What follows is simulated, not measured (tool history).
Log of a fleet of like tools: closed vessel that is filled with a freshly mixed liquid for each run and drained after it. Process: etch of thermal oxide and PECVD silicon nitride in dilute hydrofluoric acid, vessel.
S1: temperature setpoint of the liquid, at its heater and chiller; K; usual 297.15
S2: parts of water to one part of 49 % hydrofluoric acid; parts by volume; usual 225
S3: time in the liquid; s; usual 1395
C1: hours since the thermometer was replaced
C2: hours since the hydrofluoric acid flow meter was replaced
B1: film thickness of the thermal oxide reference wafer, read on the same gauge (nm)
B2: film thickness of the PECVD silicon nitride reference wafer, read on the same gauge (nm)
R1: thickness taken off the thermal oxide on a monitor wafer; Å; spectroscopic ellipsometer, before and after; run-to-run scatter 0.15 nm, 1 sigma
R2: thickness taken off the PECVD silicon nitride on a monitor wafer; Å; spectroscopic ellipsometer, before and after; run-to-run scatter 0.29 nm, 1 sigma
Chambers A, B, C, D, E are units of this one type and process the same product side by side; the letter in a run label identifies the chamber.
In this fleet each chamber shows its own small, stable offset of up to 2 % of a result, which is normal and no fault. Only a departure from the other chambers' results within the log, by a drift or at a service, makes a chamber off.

run	day	S1	S2	S3	C1	C2	B1	B2	R1	R2
1A	0.225	297.15	225	1395	387.4	482	120	109.99	247.79	327.41
2D	0.504	297.15	225	1395	1110.1	1188.4	120.03	109.98	248.52	326.97
3B	0.762	297.15	225	1395	437.1	405	120	109.99	248.86	326.1
4C	1.079	297.15	225	1395	1114.1	147.8	120	110	249.78	319.97
5E	1.562	297.15	225	1395	1693.1	1027.7	119.98	109.98	249.87	330.65
6E	1.9	297.15	225	1395	1701.2	1035.8	120.01	109.98	252.07	323.15
7B	2.25	297.15	225	1395	472.8	440.7	120.01	110.01	249.66	319.95
8C	2.708	297.15	225	1395	1153.2	186.9	120.01	109.99	246.7	321.55
9D	3.058	297.15	225	1395	1171.4	1249.7	120	110	247.54	319.39
10A	3.417	297.15	225	1395	464	558.6	120	109.99	248.73	322.26
11A	3.908	297.15	225	1395	475.8	570.4	120.02	110.01	251.24	322.07
12C	4.238	297.15	225	1395	1189.9	223.6	120.02	110.01	250.52	324.89
13E	4.621	297.15	225	1715	1766.5	1101.1	120	109.99	307.92	397.48
14D	4.912	297.15	225	1715	1215.9	1294.2	120	109.99	300.88	388.13
15B	5.196	297.15	225	1715	543.5	511.4	119.99	110	307.28	393.07
16D	5.579	297.15	225	1715	1231.9	1310.2	119.99	110.01	297.44	388.85
17A	6.008	297.15	225	1715	526.2	620.8	119.98	109.99	307.07	399.54
18B	6.442	297.15	225	1395	573.4	541.3	119.99	110.01	250.6	319.98
19C	6.662	297.15	225	1395	1248.1	281.8	120.01	110.01	250.61	320.69
20E	7.083	297.15	165	1395	1825.6	1160.2	120	109.99	362.95	440.34
21A	7.462	297.15	165	1395	561.1	655.7	120	110.03	361.66	429.73
22C	7.717	297.15	165	1395	1273.4	307.1	119.99	110.01	362.12	429.22
23D	8.008	297.15	165	1395	1290.2	1368.5	120.02	109.99	348.42	416.34
24B	8.438	297.15	165	1395	621.3	589.2	120.03	110	359.7	434.31
25E	8.742	297.15	325	1395	1865.4	1200	120.01	110.02	158.57	226.29
26B	8.967	297.15	325	1395	634	601.9	120	110	155.88	221.69
27C	9.342	297.15	325	1395	1312.4	346.1	120.04	110	156.54	222.17
28E	9.725	297.15	325	1395	1889	1223.6	119.99	110.01	156.97	227.48
29D	10.083	297.15	325	1395	1340	1418.3	119.99	109.96	149.3	208.48
# day 10.321: chamber A: hydrofluoric acid flow meter replaced
30A	10.433	297.15	225	1395	632.4	2.8	120.01	110.01	250.42	329.13
31D	10.771	297.15	225	1395	1356.5	1434.8	120.01	110.02	236.24	297.22
32A	10.992	292.65	285	1395	645.8	16.2	119.99	109.99	158.54	194.61

Which is it: a chamber that has drifted or been left off by a service, a gauge drift common to all chambers, or only each chamber's usual small offset? If a chamber is off, name it and its likeliest cause.

Chamber D drifts away from the others.
Cause: liquid colder than its thermometer reads (K) = 1.64.

Chamber D could run next with any of the 4 candidate recipes listed below; each alters the usual settings, and their results appear as question marks. Which one brings its results back in line with what the other chambers deliver on the usual settings?
Maximum distance from the other chambers' mean on the usual settings for a result to count as in line: R1 5.1 Å; R2 10 Å
33D-1	11.358	296.15	220	1320					?	?
33D-2	11.358	298.15	230	1470					?	?
33D-3	11.358	296.65	220	1355					?	?
33D-4	11.358	297.65	230	1430					?	?

What the other chambers average on the usual settings: R1 249.76 Å; R2 322.32 Å
run	R1	R2
33D-1	220.34	268.3
33D-2	250.4	325.35
33D-3	230.55	284.58
33D-4	239.16	306.68
With 33D-2, the chamber falls back in line with the rest.

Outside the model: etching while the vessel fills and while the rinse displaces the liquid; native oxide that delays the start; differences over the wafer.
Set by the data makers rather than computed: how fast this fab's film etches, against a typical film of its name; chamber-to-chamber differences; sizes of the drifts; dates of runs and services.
